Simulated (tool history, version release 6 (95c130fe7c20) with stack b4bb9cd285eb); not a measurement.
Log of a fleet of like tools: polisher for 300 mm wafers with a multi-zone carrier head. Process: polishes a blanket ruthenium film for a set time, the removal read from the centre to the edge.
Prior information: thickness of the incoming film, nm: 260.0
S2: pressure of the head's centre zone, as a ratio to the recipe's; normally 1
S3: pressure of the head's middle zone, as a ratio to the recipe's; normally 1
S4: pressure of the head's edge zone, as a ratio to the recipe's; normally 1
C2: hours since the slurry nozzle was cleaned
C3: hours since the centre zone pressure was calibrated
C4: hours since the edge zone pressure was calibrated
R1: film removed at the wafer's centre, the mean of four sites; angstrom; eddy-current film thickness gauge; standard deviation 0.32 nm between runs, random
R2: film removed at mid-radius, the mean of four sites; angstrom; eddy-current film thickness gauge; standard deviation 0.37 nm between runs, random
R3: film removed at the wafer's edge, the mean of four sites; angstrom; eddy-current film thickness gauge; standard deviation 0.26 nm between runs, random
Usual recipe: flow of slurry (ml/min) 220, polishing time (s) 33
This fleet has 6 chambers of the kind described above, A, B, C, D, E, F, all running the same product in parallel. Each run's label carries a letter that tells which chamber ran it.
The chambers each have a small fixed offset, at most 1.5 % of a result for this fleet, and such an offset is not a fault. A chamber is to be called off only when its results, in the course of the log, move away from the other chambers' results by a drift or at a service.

run 1F day=0.188 | flow_of_slurry_(ml/min)=220 S2=1 S3=1 S4=1 polishing_time_(s)=33 | wafers_polished_on_this_pad=786 C2=297.4 C3=1024.3 C4=999.9 | R1=262.47 R2=263.11 R3=257.09
run 2E day=0.417 | flow_of_slurry_(ml/min)=220 S2=1 S3=1 S4=1 polishing_time_(s)=33 | wafers_polished_on_this_pad=202 C2=163.9 C3=195.9 C4=98.6 | R1=257.95 R2=255.98 R3=258.15
run 3B day=0.596 | flow_of_slurry_(ml/min)=220 S2=1 S3=1 S4=1 polishing_time_(s)=33 | wafers_polished_on_this_pad=757 C2=146.4 C3=862.4 C4=91.6 | R1=257.22 R2=255.09 R3=261.43
run 4A day=0.817 | flow_of_slurry_(ml/min)=220 S2=1 S3=1 S4=1 polishing_time_(s)=33 | wafers_polished_on_this_pad=451 C2=139.8 C3=1096.2 C4=567.9 | R1=250.69 R2=243.15 R3=257.82
-- day=0.992 chamber F: worn pad replaced by a new one
run 5C day=1.033 | flow_of_slurry_(ml/min)=220 S2=1 S3=1 S4=1 polishing_time_(s)=33 | wafers_polished_on_this_pad=613 C2=306.8 C3=1227.1 C4=636.2 | R1=253.94 R2=264.89 R3=254.86
run 6D day=1.217 | flow_of_slurry_(ml/min)=220 S2=1 S3=1 S4=1 polishing_time_(s)=33 | wafers_polished_on_this_pad=618 C2=154.9 C3=442.3 C4=228.4 | R1=258.97 R2=258 R3=263.44
run 7C day=1.367 | flow_of_slurry_(ml/min)=220 S2=1 S3=1 S4=1 polishing_time_(s)=33 | wafers_polished_on_this_pad=691 C2=314.8 C3=1235.1 C4=644.2 | R1=256.85 R2=249.43 R3=250.86
run 8A day=1.483 | flow_of_slurry_(ml/min)=220 S2=1.11 S3=1 S4=1.09 polishing_time_(s)=33 | wafers_polished_on_this_pad=607 C2=155.8 C3=1112.2 C4=583.9 | R1=282.33 R2=242.63 R3=265.4
run 9D day=1.683 | flow_of_slurry_(ml/min)=220 S2=1.11 S3=1 S4=1.09 polishing_time_(s)=33 | wafers_polished_on_this_pad=727 C2=166.1 C3=453.5 C4=239.6 | R1=296.85 R2=252.55 R3=270.18
-- day=1.812 chamber B: worn pad replaced by a new one
run 10B day=1.867 | flow_of_slurry_(ml/min)=220 S2=1.11 S3=1 S4=1.09 polishing_time_(s)=33 | wafers_polished_on_this_pad=13 C2=176.9 C3=892.9 C4=122.1 | R1=288.17 R2=257.56 R3=277.18
-- day=1.875 chamber F: edge zone pressure recalibrated
run 11E day=2.112 | flow_of_slurry_(ml/min)=220 S2=1.11 S3=1 S4=1.09 polishing_time_(s)=33 | wafers_polished_on_this_pad=598 C2=204.6 C3=236.6 C4=139.3 | R1=287.89 R2=253.31 R3=269.1
-- day=2.321 chamber A: worn pad replaced by a new one
run 12F day=2.346 | flow_of_slurry_(ml/min)=220 S2=1.11 S3=1 S4=1.09 polishing_time_(s)=33 | wafers_polished_on_this_pad=316 C2=349.2 C3=1076.1 C4=11.4 | R1=286.93 R2=262.19 R3=273.75
run 13C day=2.592 | flow_of_slurry_(ml/min)=220 S2=1.11 S3=1 S4=1.09 polishing_time_(s)=33 | wafers_polished_on_this_pad=976 C2=344.2 C3=1264.5 C4=673.6 | R1=281.3 R2=256.09 R3=259.99
-- day=2.667 chamber F: centre zone pressure recalibrated
run 14A day=2.792 | flow_of_slurry_(ml/min)=220 S2=1 S3=1 S4=1 polishing_time_(s)=33 | wafers_polished_on_this_pad=110 C2=187.2 C3=1143.6 C4=615.3 | R1=254.52 R2=251.8 R3=260.09
-- day=2.808 chamber C: centre zone pressure recalibrated
run 15B day=3.033 | flow_of_slurry_(ml/min)=220 S2=1 S3=1 S4=1 polishing_time_(s)=33 | wafers_polished_on_this_pad=285 C2=204.9 C3=920.9 C4=150.1 | R1=263.14 R2=260.56 R3=257.95
run 16E day=3.158 | flow_of_slurry_(ml/min)=220 S2=1 S3=1 S4=1 polishing_time_(s)=33 | wafers_polished_on_this_pad=842 C2=229.7 C3=261.7 C4=164.4 | R1=251.41 R2=254.83 R3=258.47
run 17D day=3.346 | flow_of_slurry_(ml/min)=220 S2=1 S3=1 S4=1 polishing_time_(s)=33 | wafers_polished_on_this_pad=1115 C2=206 C3=493.4 C4=279.5 | R1=252.33 R2=263.47 R3=256.74
-- day=3.512 chamber D: worn pad replaced by a new one
run 18F day=3.525 | flow_of_slurry_(ml/min)=220 S2=1 S3=1 S4=1 polishing_time_(s)=33 | wafers_polished_on_this_pad=591 C2=377.5 C3=20.6 C4=39.7 | R1=256.58 R2=258.89 R3=258.67
-- day=3.667 chamber E: worn pad replaced by a new one
-- day=3.721 chamber A: slurry nozzle cleaned
run 19D day=3.729 | flow_of_slurry_(ml/min)=150 S2=1 S3=1 S4=1 polishing_time_(s)=33 | wafers_polished_on_this_pad=51 C2=215.2 C3=502.6 C4=288.7 | R1=238.87 R2=244 R3=246.06
run 20F day=3.846 | flow_of_slurry_(ml/min)=150 S2=1 S3=1 S4=1 polishing_time_(s)=33 | wafers_polished_on_this_pad=666 C2=385.2 C3=28.3 C4=47.4 | R1=240.53 R2=241.54 R3=244.31
run 21E day=3.996 | flow_of_slurry_(ml/min)=150 S2=1 S3=1 S4=1 polishing_time_(s)=33 | wafers_polished_on_this_pad=76 C2=249.8 C3=281.8 C4=184.5 | R1=237.16 R2=244.12 R3=242.35
run 22C day=4.2 | flow_of_slurry_(ml/min)=150 S2=1 S3=1 S4=1 polishing_time_(s)=33 | wafers_polished_on_this_pad=1351 C2=382.8 C3=33.5 C4=712.2 | R1=228.1 R2=225.24 R3=230.45
run 23B day=4.4 | flow_of_slurry_(ml/min)=150 S2=1 S3=1 S4=1 polishing_time_(s)=33 | wafers_polished_on_this_pad=604 C2=237.7 C3=953.7 C4=182.9 | R1=235.46 R2=239.85 R3=246.92
-- day=4.483 chamber F: worn pad replaced by a new one
run 24A day=4.625 | flow_of_slurry_(ml/min)=150 S2=1 S3=1 S4=1 polishing_time_(s)=33 | wafers_polished_on_this_pad=538 C2=21.8 C3=1187.6 C4=659.3 | R1=237.4 R2=240.08 R3=247.91
run 25A day=4.796 | flow_of_slurry_(ml/min)=220 S2=1 S3=1 S4=1 polishing_time_(s)=33 | wafers_polished_on_this_pad=577 C2=25.9 C3=1191.7 C4=663.4 | R1=252.8 R2=263.58 R3=257.69
run 26F day=5.012 | flow_of_slurry_(ml/min)=220 S2=1 S3=1 S4=1 polishing_time_(s)=33 | wafers_polished_on_this_pad=123 C2=413.2 C3=56.3 C4=75.4 | R1=262.28 R2=254.17 R3=253.93
run 27E day=5.171 | flow_of_slurry_(ml/min)=220 S2=1 S3=1 S4=1 polishing_time_(s)=33 | wafers_polished_on_this_pad=350 C2=278 C3=310 C4=212.7 | R1=250.54 R2=256.52 R3=255.6
-- day=5.308 chamber D: slurry nozzle cleaned
run 28C day=5.388 | flow_of_slurry_(ml/min)=220 S2=1 S3=1 S4=1 polishing_time_(s)=33 | wafers_polished_on_this_pad=1628 C2=411.3 C3=62 C4=740.7 | R1=241.27 R2=242.73 R3=236.73
run 29B day=5.596 | flow_of_slurry_(ml/min)=220 S2=1 S3=1 S4=1 polishing_time_(s)=33 | wafers_polished_on_this_pad=883 C2=266.4 C3=982.4 C4=211.6 | R1=258.99 R2=259.21 R3=256.83
run 30D day=5.754 | flow_of_slurry_(ml/min)=220 S2=1 S3=1 S4=1 polishing_time_(s)=22 | wafers_polished_on_this_pad=523 C2=10.8 C3=551.2 C4=337.3 | R1=172.92 R2=171.53 R3=174.29
run 31D day=5.921 | flow_of_slurry_(ml/min)=220 S2=1 S3=1 S4=1 polishing_time_(s)=22 | wafers_polished_on_this_pad=562 C2=14.8 C3=555.2 C4=341.3 | R1=172.5 R2=172.43 R3=172.38
run 32A day=6.038 | flow_of_slurry_(ml/min)=220 S2=1 S3=1 S4=1 polishing_time_(s)=22 | wafers_polished_on_this_pad=867 C2=55.7 C3=1221.5 C4=693.2 | R1=170.62 R2=171.89 R3=173.49
run 33F day=6.154 | flow_of_slurry_(ml/min)=220 S2=1 S3=1 S4=1 polishing_time_(s)=22 | wafers_polished_on_this_pad=389 C2=440.6 C3=83.7 C4=102.8 | R1=172.87 R2=173.94 R3=171.43
run 34E day=6.375 | flow_of_slurry_(ml/min)=220 S2=1 S3=1 S4=1 polishing_time_(s)=22 | wafers_polished_on_this_pad=631 C2=306.9 C3=338.9 C4=241.6 | R1=171.35 R2=170.98 R3=171.93
run 35B day=6.5 | flow_of_slurry_(ml/min)=220 S2=1 S3=1 S4=1 polishing_time_(s)=22 | wafers_polished_on_this_pad=1094 C2=288.1 C3=1004.1 C4=233.3 | R1=174.42 R2=170.44 R3=173.5
run 36C day=6.742 | flow_of_slurry_(ml/min)=220 S2=1 S3=1 S4=1 polishing_time_(s)=33 | wafers_polished_on_this_pad=1944 C2=443.8 C3=94.5 C4=773.2 | R1=241.9 R2=229.51 R3=238.88
run 37E day=6.858 | flow_of_slurry_(ml/min)=220 S2=1 S3=1 S4=1 polishing_time_(s)=33 | wafers_polished_on_this_pad=744 C2=318.5 C3=350.5 C4=253.2 | R1=252.14 R2=255.48 R3=257.06
run 38D day=7.112 | flow_of_slurry_(ml/min)=220 S2=1 S3=1 S4=1 polishing_time_(s)=24 | wafers_polished_on_this_pad=840 C2=43.4 C3=583.8 C4=369.9 | R1=180.33 R2=192.23 R3=190.18
run 39F day=7.296 | flow_of_slurry_(ml/min)=220 S2=1 S3=1 S4=1 polishing_time_(s)=24 | wafers_polished_on_this_pad=656 C2=468 C3=111.1 C4=130.2 | R1=187.64 R2=185.02 R3=189.11

All 6 chambers run these settings next. Forecast each chamber's results:
run 40A day=7.479 | flow_of_slurry_(ml/min)=220 S2=1 S3=1 S4=1 polishing_time_(s)=33 | R1=? R2=? R3=?
run 40B day=7.479 | flow_of_slurry_(ml/min)=220 S2=1 S3=1 S4=1 polishing_time_(s)=33 | R1=? R2=? R3=?
run 40C day=7.479 | flow_of_slurry_(ml/min)=220 S2=1 S3=1 S4=1 polishing_time_(s)=33 | R1=? R2=? R3=?
run 40D day=7.479 | flow_of_slurry_(ml/min)=220 S2=1 S3=1 S4=1 polishing_time_(s)=33 | R1=? R2=? R3=?
run 40E day=7.479 | flow_of_slurry_(ml/min)=220 S2=1 S3=1 S4=1 polishing_time_(s)=33 | R1=? R2=? R3=?
run 40F day=7.479 | flow_of_slurry_(ml/min)=220 S2=1 S3=1 S4=1 polishing_time_(s)=33 | R1=? R2=? R3=?

run=40A R1=247.86 R2=250.5 R3=254.91
run=40B R1=258.45 R2=257.23 R3=260.09
run=40C R1=234.37 R2=230.33 R3=231.61
run=40D R1=254.19 R2=258.01 R3=259.83
run=40E R1=249.57 R2=248.25 R3=259.7
run=40F R1=261.57 R2=249.35 R3=256.23
